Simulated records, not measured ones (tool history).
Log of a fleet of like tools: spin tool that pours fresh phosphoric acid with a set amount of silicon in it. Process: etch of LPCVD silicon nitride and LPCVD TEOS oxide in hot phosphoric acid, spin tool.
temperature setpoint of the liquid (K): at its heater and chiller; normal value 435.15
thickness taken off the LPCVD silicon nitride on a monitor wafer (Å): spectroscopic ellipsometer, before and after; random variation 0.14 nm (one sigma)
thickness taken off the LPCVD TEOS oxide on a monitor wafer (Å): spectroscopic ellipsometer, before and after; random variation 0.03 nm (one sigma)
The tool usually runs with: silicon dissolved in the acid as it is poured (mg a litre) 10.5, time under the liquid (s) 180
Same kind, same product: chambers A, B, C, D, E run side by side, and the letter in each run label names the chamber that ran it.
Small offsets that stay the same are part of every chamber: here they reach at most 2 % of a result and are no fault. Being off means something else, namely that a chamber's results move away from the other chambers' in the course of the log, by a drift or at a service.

run	day	temperature setpoint of the liquid (K)	silicon dissolved in the acid as it is poured (mg a litre)	time under the liquid (s)	read-back film thickness of the LPCVD silicon nitride reference wafer, read on the same gauge (nm)	read-back film thickness of the LPCVD TEOS oxide reference wafer, read on the same gauge (nm)	thickness taken off the LPCVD silicon nitride on a monitor wafer (Å)	thickness taken off the LPCVD TEOS oxide on a monitor wafer (Å)
1D	0.496	435.15	10.5	180	110.01	139.99	167.19	6.1461
2B	0.971	435.15	10.5	180	110.01	140	165.77	6.4741
3E	1.421	435.15	10.5	180	110	139.99	172.13	6.483
4C	1.783	435.15	10.5	180	110.01	140.01	166.95	5.8609
# day 1.975: chamber C: heated supply line repaired
5A	2.267	435.15	10.5	180	110.07	140.01	169.84	6.8098
6C	2.575	435.15	10.5	180	109.98	139.96	169.37	6.8594
7E	3.133	435.15	10.5	180	109.98	139.98	167.37	6.7644
8A	3.462	435.15	10.5	180	110.01	139.99	169.53	6.7709
9B	3.933	435.15	10.5	180	110.04	139.99	164.01	6.614
10D	4.4	435.15	10.5	180	110.06	140.01	168.07	6.463
11C	4.792	435.15	10.5	180	109.97	140.02	169.42	6.6839
# day 4.85: chamber B: dissolved silicon flow meter replaced
12A	5.167	435.15	10.5	180	110.01	140.03	168.73	6.6623
13D	5.579	435.15	10.5	180	110.03	140	166.65	6.8757
14E	6.033	435.15	10.5	180	110	139.95	169.58	6.513
15B	6.629	435.15	10.5	180	110.03	139.97	165.39	6.3954
16E	6.925	435.15	10.5	180	109.98	140.05	169.26	6.2511
17C	7.521	435.15	10.5	180	110.01	140	167.65	6.2693
18A	8.021	435.15	10.5	180	110	139.98	168.32	6.8811
19B	8.488	435.15	10.5	180	110.02	139.99	167.78	6.5102
# day 8.692: chamber D: dissolved silicon flow meter replaced
20D	8.925	435.15	10.5	180	109.94	140.02	175.6	6.9815
21C	9.412	435.15	10.5	180	110.04	139.95	168.1	6.9045
22E	9.871	435.15	10.5	180	110.04	139.99	169.68	6.8029
23A	10.162	435.15	10.5	180	110.03	140.02	168.94	6.6662
24D	10.612	435.15	10.5	180	110	140	171.3	7.4385
25B	11.142	435.15	6.5	180	109.98	140	162.55	7.3236
26E	11.542	435.15	6.5	180	109.99	139.95	170.13	7.0105
27B	12.204	435.15	6.5	180	110.04	139.99	165.57	6.6419
# day 12.575: chamber A: dissolved silicon flow meter replaced
28C	12.842	435.15	6.5	180	109.97	140	167.97	6.9586
29D	13.158	435.15	6.5	180	109.99	139.98	177.81	8.1047
30A	13.471	435.15	2.5	100	110.01	140.03	93.678	4.48
31E	13.892	435.15	2.5	100	110.06	139.99	93.797	4.242

Each of the 5 chambers runs these same settings next. Fill in every chamber's results:
32A	14.367	435.15	10.5	180			?	?
32B	14.367	435.15	10.5	180			?	?
32C	14.367	435.15	10.5	180			?	?
32D	14.367	435.15	10.5	180			?	?
32E	14.367	435.15	10.5	180			?	?

run	thickness taken off the LPCVD silicon nitride on a monitor wafer (Å)	thickness taken off the LPCVD TEOS oxide on a monitor wafer (Å)
32A	169.2	6.5652
32B	166.34	6.4054
32C	165.15	6.917
32D	179.55	8.0959
32E	168.67	7.2607
